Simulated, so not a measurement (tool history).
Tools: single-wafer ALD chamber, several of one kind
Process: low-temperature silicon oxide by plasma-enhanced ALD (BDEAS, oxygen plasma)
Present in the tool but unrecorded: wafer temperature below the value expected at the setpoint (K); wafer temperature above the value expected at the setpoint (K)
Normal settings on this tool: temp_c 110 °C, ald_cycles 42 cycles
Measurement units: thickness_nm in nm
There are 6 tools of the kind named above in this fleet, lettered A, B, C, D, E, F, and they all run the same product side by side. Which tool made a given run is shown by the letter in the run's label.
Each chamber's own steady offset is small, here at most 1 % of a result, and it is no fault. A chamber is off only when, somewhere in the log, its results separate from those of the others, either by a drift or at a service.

run	hour	temp_c	ald_cycles	hours since the last thermocouple change	read-back reference wafer on the same gauge, thickness_nm	thickness_nm
1B	4.6	110	42	1453.9	6.8581	5.8392
2C	12.2	110	42	1594.5	6.8652	5.9289
3A	16.9	110	42	761.3	6.8612	5.8939
4E	22.7	110	42	1407.6	6.857	5.9511
# hour 31.5: chamber C: thermocouple changed; heater temperature recalibrated
5D	32	110	42	1066	6.8598	5.9208
6F	36.4	110	42	2268.5	6.8654	5.9293
7F	42.5	110	42	2274.6	6.8595	5.8677
8E	51.6	110	42	1436.5	6.8638	5.9012
9A	61.1	110	42	805.5	6.8603	5.8772
10B	68.9	110	42	1518.2	6.8632	5.8141
11D	75.1	110	42	1109.1	6.8604	5.9074
12C	84.5	110	42	53.1	6.8568	5.9369
13B	89.7	97	49	1539	6.8589	7.0456
14A	97	97	49	841.4	6.858	7.1361
15C	103	97	49	71.6	6.8585	7.0962
16D	107.5	97	49	1141.5	6.862	7.1561
17E	112.3	97	49	1497.2	6.8624	7.1219
18F	120.8	97	49	2352.9	6.8608	7.0521
19B	126.1	110	42	1575.4	6.8579	5.8761
20A	135.7	110	42	880.1	6.8552	5.8667
21C	141.7	110	42	110.3	6.8592	5.944
22E	146.5	103	35	1531.4	6.8591	5.0001
23D	151.2	103	35	1185.2	6.8552	4.997
24F	156.1	103	35	2388.2	6.8638	5.0039
# hour 158.2: chamber B: thermocouple changed; heater temperature recalibrated
25A	162.6	103	35	907	6.8578	4.9595
26F	167.5	103	35	2399.6	6.8597	4.9928
27E	174.2	103	35	1559.1	6.8604	5.002
28C	180.7	110	42	149.3	6.8588	5.8917
29B	190.3	110	42	32.2	6.8637	5.8157
30D	199.4	110	42	1233.4	6.8599	5.9049
31D	208	110	42	1242	6.8608	5.9246
# hour 212.5: chamber F: thermocouple changed; heater temperature recalibrated
32C	212.8	110	42	181.4	6.858	5.9242
33B	220.3	110	42	62.2	6.8602	5.8108
34F	224.5	110	42	12.1	6.8674	5.9095
35A	229.9	100	34	974.3	6.8609	4.8585
36E	238.7	100	34	1623.6	6.8615	4.9246
37D	246.8	100	34	1280.8	6.8567	4.8941

Next, every chamber runs the same settings. What will each give?
38A	253.7	110	42			?
38B	253.7	110	42			?
38C	253.7	110	42			?
38D	253.7	110	42			?
38E	253.7	110	42			?
38F	253.7	110	42			?

run	thickness_nm
38A	5.876
38B	5.821
38C	5.905
38D	5.8851
38E	5.8795
38F	5.9131
